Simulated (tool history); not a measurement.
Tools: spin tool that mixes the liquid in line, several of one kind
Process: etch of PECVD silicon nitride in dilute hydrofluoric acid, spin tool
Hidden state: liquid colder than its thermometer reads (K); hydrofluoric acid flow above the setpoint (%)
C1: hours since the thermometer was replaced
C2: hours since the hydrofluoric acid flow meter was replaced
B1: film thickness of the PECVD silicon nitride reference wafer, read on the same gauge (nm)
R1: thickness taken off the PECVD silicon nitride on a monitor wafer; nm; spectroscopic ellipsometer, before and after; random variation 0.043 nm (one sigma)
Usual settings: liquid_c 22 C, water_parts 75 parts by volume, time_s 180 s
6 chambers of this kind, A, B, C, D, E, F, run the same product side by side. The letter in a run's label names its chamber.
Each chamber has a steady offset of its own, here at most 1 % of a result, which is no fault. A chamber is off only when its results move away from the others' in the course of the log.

{"run": "1A", "hour": 3.0, "liquid_c": 22, "water_parts": 75, "time_s": 180, "C1": 892.6, "C2": 1720.7, "B1": 70.01, "R1": 5.2018}
{"run": "2D", "hour": 5.9, "liquid_c": 22, "water_parts": 75, "time_s": 180, "C1": 1809.7, "C2": 369.3, "B1": 69.964, "R1": 5.2938}
{"run": "3F", "hour": 8.9, "liquid_c": 22, "water_parts": 75, "time_s": 180, "C1": 502, "C2": 1232.6, "B1": 69.998, "R1": 5.2725}
{"run": "4E", "hour": 11.5, "liquid_c": 22, "water_parts": 75, "time_s": 180, "C1": 350.2, "C2": 323.8, "B1": 69.997, "R1": 5.2016}
{"run": "5C", "hour": 14.3, "liquid_c": 22, "water_parts": 75, "time_s": 180, "C1": 2446.7, "C2": 1915.9, "B1": 70.004, "R1": 5.3217}
{"run": "6B", "hour": 17.5, "liquid_c": 22, "water_parts": 75, "time_s": 180, "C1": 330.6, "C2": 1862, "B1": 69.979, "R1": 5.3472}
{"run": "7A", "hour": 22.0, "liquid_c": 22, "water_parts": 75, "time_s": 180, "C1": 911.6, "C2": 1739.7, "B1": 69.975, "R1": 5.3198}
{"run": "8C", "hour": 25.0, "liquid_c": 22, "water_parts": 75, "time_s": 180, "C1": 2457.4, "C2": 1926.6, "B1": 69.989, "R1": 5.2079}
{"run": "9E", "hour": 27.3, "liquid_c": 22, "water_parts": 75, "time_s": 180, "C1": 366, "C2": 339.6, "B1": 70.006, "R1": 5.3331}
{"hour": 28.8, "done": "chamber A: thermometer replaced"}
{"run": "10D", "hour": 31.4, "liquid_c": 18, "water_parts": 65, "time_s": 180, "C1": 1835.2, "C2": 394.8, "B1": 70.003, "R1": 4.663}
{"run": "11B", "hour": 34.8, "liquid_c": 18, "water_parts": 65, "time_s": 180, "C1": 347.9, "C2": 1879.3, "B1": 69.974, "R1": 4.5688}
{"run": "12F", "hour": 38.5, "liquid_c": 18, "water_parts": 65, "time_s": 180, "C1": 531.6, "C2": 1262.2, "B1": 70.008, "R1": 4.6004}
{"run": "13F", "hour": 42.6, "liquid_c": 18, "water_parts": 65, "time_s": 180, "C1": 535.7, "C2": 1266.3, "B1": 69.986, "R1": 4.5881}
{"run": "14A", "hour": 45.6, "liquid_c": 18, "water_parts": 65, "time_s": 180, "C1": 16.9, "C2": 1763.3, "B1": 70.02, "R1": 4.5559}
{"run": "15E", "hour": 49.2, "liquid_c": 18, "water_parts": 65, "time_s": 180, "C1": 387.9, "C2": 361.5, "B1": 69.998, "R1": 4.6661}
{"run": "16C", "hour": 51.6, "liquid_c": 22, "water_parts": 75, "time_s": 180, "C1": 2484, "C2": 1953.2, "B1": 69.962, "R1": 5.3195}
{"run": "17D", "hour": 55.2, "liquid_c": 22, "water_parts": 75, "time_s": 180, "C1": 1859, "C2": 418.6, "B1": 69.956, "R1": 5.301}
{"run": "18B", "hour": 58.6, "liquid_c": 22, "water_parts": 75, "time_s": 180, "C1": 371.7, "C2": 1903.1, "B1": 69.972, "R1": 5.3088}
{"run": "19E", "hour": 62.7, "liquid_c": 22, "water_parts": 90, "time_s": 95, "C1": 401.4, "C2": 375, "B1": 69.988, "R1": 2.4126}
{"run": "20F", "hour": 67.2, "liquid_c": 22, "water_parts": 90, "time_s": 95, "C1": 560.3, "C2": 1290.9, "B1": 69.975, "R1": 2.2944}
{"run": "21B", "hour": 70.5, "liquid_c": 22, "water_parts": 90, "time_s": 95, "C1": 383.6, "C2": 1915, "B1": 69.985, "R1": 2.3431}
{"run": "22C", "hour": 72.9, "liquid_c": 22, "water_parts": 90, "time_s": 95, "C1": 2505.3, "C2": 1974.5, "B1": 70.004, "R1": 2.3395}
{"hour": 76.9, "done": "chamber D: hydrofluoric acid flow meter replaced"}
{"run": "23D", "hour": 77.0, "liquid_c": 22, "water_parts": 90, "time_s": 95, "C1": 1880.8, "C2": 0.2, "B1": 70.016, "R1": 2.3118}
{"run": "24A", "hour": 79.6, "liquid_c": 22, "water_parts": 90, "time_s": 95, "C1": 50.9, "C2": 1797.3, "B1": 70.009, "R1": 2.3306}
{"hour": 80.7, "done": "chamber A: hydrofluoric acid flow meter replaced"}
{"run": "25E", "hour": 82.7, "liquid_c": 22, "water_parts": 75, "time_s": 180, "C1": 421.4, "C2": 395, "B1": 69.989, "R1": 5.5538}
{"run": "26C", "hour": 84.9, "liquid_c": 22, "water_parts": 75, "time_s": 180, "C1": 2517.3, "C2": 1986.5, "B1": 69.992, "R1": 5.3222}
{"run": "27B", "hour": 88.8, "liquid_c": 26.5, "water_parts": 110, "time_s": 180, "C1": 401.9, "C2": 1933.3, "B1": 70.005, "R1": 4.9935}
{"run": "28A", "hour": 93.3, "liquid_c": 26.5, "water_parts": 110, "time_s": 180, "C1": 64.6, "C2": 12.6, "B1": 70.007, "R1": 4.9357}
{"run": "29F", "hour": 95.4, "liquid_c": 26.5, "water_parts": 110, "time_s": 180, "C1": 588.5, "C2": 1319.1, "B1": 70.014, "R1": 4.8271}
{"run": "30D", "hour": 97.8, "liquid_c": 26.5, "water_parts": 110, "time_s": 180, "C1": 1901.6, "C2": 21, "B1": 69.97, "R1": 4.8932}
{"hour": 99.2, "done": "chamber B: hydrofluoric acid flow meter replaced"}
{"run": "31F", "hour": 101.2, "liquid_c": 26.5, "water_parts": 110, "time_s": 180, "C1": 594.3, "C2": 1324.9, "B1": 69.987, "R1": 4.8604}
{"run": "32D", "hour": 104.5, "liquid_c": 26.5, "water_parts": 110, "time_s": 180, "C1": 1908.3, "C2": 27.7, "B1": 69.991, "R1": 4.8673}
{"run": "33B", "hour": 108.8, "liquid_c": 22, "water_parts": 75, "time_s": 180, "C1": 421.9, "C2": 9.7, "B1": 69.991, "R1": 5.2891}
{"run": "34C", "hour": 111.9, "liquid_c": 22, "water_parts": 75, "time_s": 180, "C1": 2544.3, "C2": 2013.5, "B1": 69.986, "R1": 5.3547}
{"run": "35A", "hour": 116.4, "liquid_c": 22, "water_parts": 75, "time_s": 180, "C1": 87.7, "C2": 35.7, "B1": 70.031, "R1": 5.2591}
{"run": "36E", "hour": 119.2, "liquid_c": 22, "water_parts": 75, "time_s": 180, "C1": 457.9, "C2": 431.5, "B1": 69.988, "R1": 5.6402}
{"run": "37E", "hour": 122.3, "liquid_c": 19.5, "water_parts": 75, "time_s": 130, "C1": 461, "C2": 434.6, "B1": 70.032, "R1": 3.4319}
{"run": "38B", "hour": 126.0, "liquid_c": 19.5, "water_parts": 75, "time_s": 130, "C1": 439.1, "C2": 26.9, "B1": 69.996, "R1": 3.1865}
{"run": "39A", "hour": 130.2, "liquid_c": 19.5, "water_parts": 75, "time_s": 130, "C1": 101.5, "C2": 49.5, "B1": 69.989, "R1": 3.2078}
{"run": "40C", "hour": 132.5, "liquid_c": 19.5, "water_parts": 75, "time_s": 130, "C1": 2564.9, "C2": 2034.1, "B1": 70.007, "R1": 3.2484}
{"run": "41F", "hour": 135.7, "liquid_c": 19.5, "water_parts": 75, "time_s": 130, "C1": 628.8, "C2": 1359.4, "B1": 69.968, "R1": 3.2247}
{"run": "42D", "hour": 137.8, "liquid_c": 19.5, "water_parts": 75, "time_s": 130, "C1": 1941.6, "C2": 61, "B1": 70.017, "R1": 3.2706}
{"run": "43F", "hour": 140.2, "liquid_c": 22, "water_parts": 75, "time_s": 180, "C1": 633.3, "C2": 1363.9, "B1": 69.986, "R1": 5.1623}
{"run": "44A", "hour": 143.6, "liquid_c": 22, "water_parts": 75, "time_s": 250, "C1": 114.9, "C2": 62.9, "B1": 69.989, "R1": 7.4031}

What goes on in this fleet: one chamber off, a drifting gauge, or nothing beyond the chambers' own small offsets? Name the chamber and the cause, if any.

Chamber E drifts away from the others.
Cause: hydrofluoric acid flow above the setpoint (%) = 9.22.
The log may not tell that from: liquid hotter than its thermometer reads (K).

Here are 4 candidates for chamber E's next run, each the usual settings with a change, their results left as question marks. Which one brings its results back in line with what the others give on the usual settings?
In line means no further than this from the other chambers' mean on the usual settings: R1 0.15 nm
{"run": "45E-1", "hour": 146.9, "liquid_c": 22, "water_parts": 75, "time_s": 165, "R1": "?"}
{"run": "45E-2", "hour": 146.9, "liquid_c": 22.5, "water_parts": 75, "time_s": 180, "R1": "?"}
{"run": "45E-3", "hour": 146.9, "liquid_c": 22.5, "water_parts": 75, "time_s": 190, "R1": "?"}
{"run": "45E-4", "hour": 146.9, "liquid_c": 22, "water_parts": 75, "time_s": 175, "R1": "?"}

The other chambers' mean on the usual settings: R1 5.2796 nm
run=45E-1 R1=5.2697
run=45E-2 R1=5.9468
run=45E-3 R1=6.2772
run=45E-4 R1=5.5891
45E-1 brings the chamber back in line.
